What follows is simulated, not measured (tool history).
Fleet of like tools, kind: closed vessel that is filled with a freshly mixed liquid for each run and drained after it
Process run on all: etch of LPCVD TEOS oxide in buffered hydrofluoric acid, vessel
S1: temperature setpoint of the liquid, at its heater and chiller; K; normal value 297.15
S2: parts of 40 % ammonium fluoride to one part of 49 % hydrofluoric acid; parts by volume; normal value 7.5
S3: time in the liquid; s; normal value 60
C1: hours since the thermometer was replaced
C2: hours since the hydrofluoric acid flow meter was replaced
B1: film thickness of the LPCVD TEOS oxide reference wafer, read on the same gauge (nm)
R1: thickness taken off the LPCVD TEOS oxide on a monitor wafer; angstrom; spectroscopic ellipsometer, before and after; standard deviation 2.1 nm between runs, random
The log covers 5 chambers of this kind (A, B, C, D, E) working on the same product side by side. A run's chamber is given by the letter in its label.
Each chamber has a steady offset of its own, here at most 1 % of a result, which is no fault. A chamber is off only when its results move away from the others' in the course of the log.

{"run": "1D", "hour": 7.1, "S1": 297.15, "S2": 7.5, "S3": 60, "C1": 1550.3, "C2": 512.6, "B1": 99.985, "R1": 2807.8}
{"hour": 12.8, "done": "chamber A: hydrofluoric acid flow meter replaced"}
{"run": "2C", "hour": 14.3, "S1": 297.15, "S2": 7.5, "S3": 60, "C1": 1390.1, "C2": 266.1, "B1": 99.985, "R1": 2837.5}
{"run": "3E", "hour": 22.1, "S1": 297.15, "S2": 7.5, "S3": 60, "C1": 826.2, "C2": 726.9, "B1": 99.978, "R1": 2792.2}
{"run": "4A", "hour": 28.8, "S1": 297.15, "S2": 7.5, "S3": 60, "C1": 431.3, "C2": 16.0, "B1": 99.986, "R1": 2811.4}
{"run": "5B", "hour": 34.9, "S1": 297.15, "S2": 7.5, "S3": 60, "C1": 2364.1, "C2": 358.2, "B1": 100.02, "R1": 2869.1}
{"run": "6D", "hour": 45.6, "S1": 297.15, "S2": 7.5, "S3": 60, "C1": 1588.8, "C2": 551.1, "B1": 100.01, "R1": 2788.4}
{"run": "7C", "hour": 55.7, "S1": 297.15, "S2": 7.5, "S3": 60, "C1": 1431.5, "C2": 307.5, "B1": 99.992, "R1": 2792.8}
{"run": "8A", "hour": 65.5, "S1": 297.15, "S2": 7.5, "S3": 60, "C1": 468.0, "C2": 52.7, "B1": 100.02, "R1": 2823.4}
{"run": "9E", "hour": 75.4, "S1": 297.15, "S2": 7.5, "S3": 60, "C1": 879.5, "C2": 780.2, "B1": 99.975, "R1": 2800.9}
{"run": "10B", "hour": 85.1, "S1": 297.15, "S2": 7.5, "S3": 60, "C1": 2414.3, "C2": 408.4, "B1": 100.01, "R1": 2869.1}
{"run": "11B", "hour": 95.0, "S1": 297.15, "S2": 7.5, "S3": 60, "C1": 2424.2, "C2": 418.3, "B1": 99.988, "R1": 2881.9}
{"run": "12E", "hour": 100.9, "S1": 297.15, "S2": 7.5, "S3": 60, "C1": 905.0, "C2": 805.7, "B1": 99.975, "R1": 2792.0}
{"run": "13C", "hour": 109.7, "S1": 297.15, "S2": 7.5, "S3": 60, "C1": 1485.5, "C2": 361.5, "B1": 99.999, "R1": 2851.4}
{"run": "14D", "hour": 115.2, "S1": 297.15, "S2": 7.5, "S3": 50, "C1": 1658.4, "C2": 620.7, "B1": 100.0, "R1": 2335.0}
{"run": "15A", "hour": 125.7, "S1": 297.15, "S2": 7.5, "S3": 50, "C1": 528.2, "C2": 112.9, "B1": 99.999, "R1": 2354.5}
{"run": "16D", "hour": 134.8, "S1": 297.15, "S2": 7.5, "S3": 50, "C1": 1678.0, "C2": 640.3, "B1": 100.0, "R1": 2365.0}
{"run": "17E", "hour": 145.7, "S1": 297.15, "S2": 7.5, "S3": 50, "C1": 949.8, "C2": 850.5, "B1": 99.995, "R1": 2316.4}
{"hour": 152.5, "done": "chamber C: hydrofluoric acid flow meter replaced"}
{"run": "18B", "hour": 156.4, "S1": 297.15, "S2": 7.5, "S3": 50, "C1": 2485.6, "C2": 479.7, "B1": 100.03, "R1": 2459.8}
{"run": "19A", "hour": 163.9, "S1": 297.15, "S2": 7.5, "S3": 60, "C1": 566.4, "C2": 151.1, "B1": 99.987, "R1": 2763.7}
{"run": "20C", "hour": 170.7, "S1": 297.15, "S2": 7.5, "S3": 60, "C1": 1546.5, "C2": 18.3, "B1": 99.984, "R1": 2828.9}
{"run": "21A", "hour": 175.9, "S1": 297.15, "S2": 7.5, "S3": 60, "C1": 578.4, "C2": 163.1, "B1": 99.995, "R1": 2808.8}
{"run": "22E", "hour": 182.8, "S1": 297.15, "S2": 7.5, "S3": 60, "C1": 986.9, "C2": 887.6, "B1": 100.02, "R1": 2821.4}
{"run": "23B", "hour": 192.5, "S1": 297.15, "S2": 7.5, "S3": 60, "C1": 2521.7, "C2": 515.8, "B1": 100.02, "R1": 2973.8}
{"run": "24D", "hour": 198.3, "S1": 297.15, "S2": 7.5, "S3": 60, "C1": 1741.5, "C2": 703.8, "B1": 99.999, "R1": 2754.3}
{"run": "25C", "hour": 208.7, "S1": 297.15, "S2": 5.0, "S3": 85, "C1": 1584.5, "C2": 56.3, "B1": 100.0, "R1": 5681.4}
{"run": "26D", "hour": 215.3, "S1": 297.15, "S2": 5.0, "S3": 85, "C1": 1758.5, "C2": 720.8, "B1": 100.02, "R1": 5793.4}
{"run": "27E", "hour": 225.0, "S1": 297.15, "S2": 5.0, "S3": 85, "C1": 1029.1, "C2": 929.8, "B1": 100.01, "R1": 5698.7}
{"run": "28C", "hour": 230.4, "S1": 297.15, "S2": 5.0, "S3": 85, "C1": 1606.2, "C2": 78.0, "B1": 99.991, "R1": 5764.7}
{"run": "29A", "hour": 236.7, "S1": 297.15, "S2": 5.0, "S3": 85, "C1": 639.2, "C2": 223.9, "B1": 99.993, "R1": 5764.9}
{"run": "30B", "hour": 247.4, "S1": 297.15, "S2": 7.5, "S3": 60, "C1": 2576.6, "C2": 570.7, "B1": 99.965, "R1": 3020.4}
{"run": "31E", "hour": 253.4, "S1": 297.15, "S2": 7.5, "S3": 60, "C1": 1057.5, "C2": 958.2, "B1": 100.01, "R1": 2769.8}
{"run": "32A", "hour": 260.0, "S1": 297.15, "S2": 7.5, "S3": 60, "C1": 662.5, "C2": 247.2, "B1": 100.0, "R1": 2822.6}
{"run": "33B", "hour": 266.9, "S1": 297.15, "S2": 7.5, "S3": 60, "C1": 2596.1, "C2": 590.2, "B1": 99.986, "R1": 3016.1}
{"run": "34D", "hour": 273.2, "S1": 297.15, "S2": 7.5, "S3": 60, "C1": 1816.4, "C2": 778.7, "B1": 99.984, "R1": 2845.5}
{"run": "35C", "hour": 279.6, "S1": 297.15, "S2": 7.5, "S3": 60, "C1": 1655.4, "C2": 127.2, "B1": 100.01, "R1": 2812.4}
{"run": "36A", "hour": 290.3, "S1": 297.15, "S2": 7.5, "S3": 60, "C1": 692.8, "C2": 277.5, "B1": 100.01, "R1": 2793.5}
{"run": "37C", "hour": 299.3, "S1": 297.15, "S2": 7.5, "S3": 60, "C1": 1675.1, "C2": 146.9, "B1": 99.999, "R1": 2838.3}
{"hour": 301.3, "done": "chamber D: thermometer replaced"}
{"run": "38B", "hour": 305.2, "S1": 297.15, "S2": 7.5, "S3": 60, "C1": 2634.4, "C2": 628.5, "B1": 100.01, "R1": 3107.1}
{"run": "39E", "hour": 315.2, "S1": 297.15, "S2": 7.5, "S3": 60, "C1": 1119.3, "C2": 1020.0, "B1": 99.973, "R1": 2801.6}
{"run": "40D", "hour": 324.8, "S1": 297.15, "S2": 7.5, "S3": 60, "C1": 23.6, "C2": 830.3, "B1": 99.965, "R1": 2796.6}
{"run": "41A", "hour": 332.2, "S1": 297.15, "S2": 7.5, "S3": 60, "C1": 734.7, "C2": 319.4, "B1": 100.01, "R1": 2795.8}

Is one chamber off against the others, does the gauge drift, or is nothing wrong? If a chamber is off, say which, and what the likeliest cause is.

Chamber B drifts away from the others.
What lies behind it: hydrofluoric acid flow above the setpoint (%) = 7.92.
The log may not tell that from: liquid hotter than its thermometer reads (K).

Chamber B could run next with any of the 4 candidate recipes listed below; each alters the usual settings, and their results appear as question marks. Which one brings its results back in line with what the other chambers deliver on the usual settings?
Allowed miss from the other chambers' usual-settings mean, per result, to count as in line: R1 72.0 angstrom
{"run": "42B-1", "hour": 340.2, "S1": 297.65, "S2": 7.5, "S3": 60, "R1": "?"}
{"run": "42B-2", "hour": 340.2, "S1": 297.15, "S2": 7.5, "S3": 55, "R1": "?"}
{"run": "42B-3", "hour": 340.2, "S1": 297.65, "S2": 7.0, "S3": 60, "R1": "?"}
{"run": "42B-4", "hour": 340.2, "S1": 296.65, "S2": 7.5, "S3": 60, "R1": "?"}

On the usual settings, the other chambers give on average: R1 2814.2 angstrom
run=42B-1 R1=3185.3
run=42B-2 R1=2841.6
run=42B-3 R1=3383.9
run=42B-4 R1=3016.7
42B-2 brings the chamber back in line.
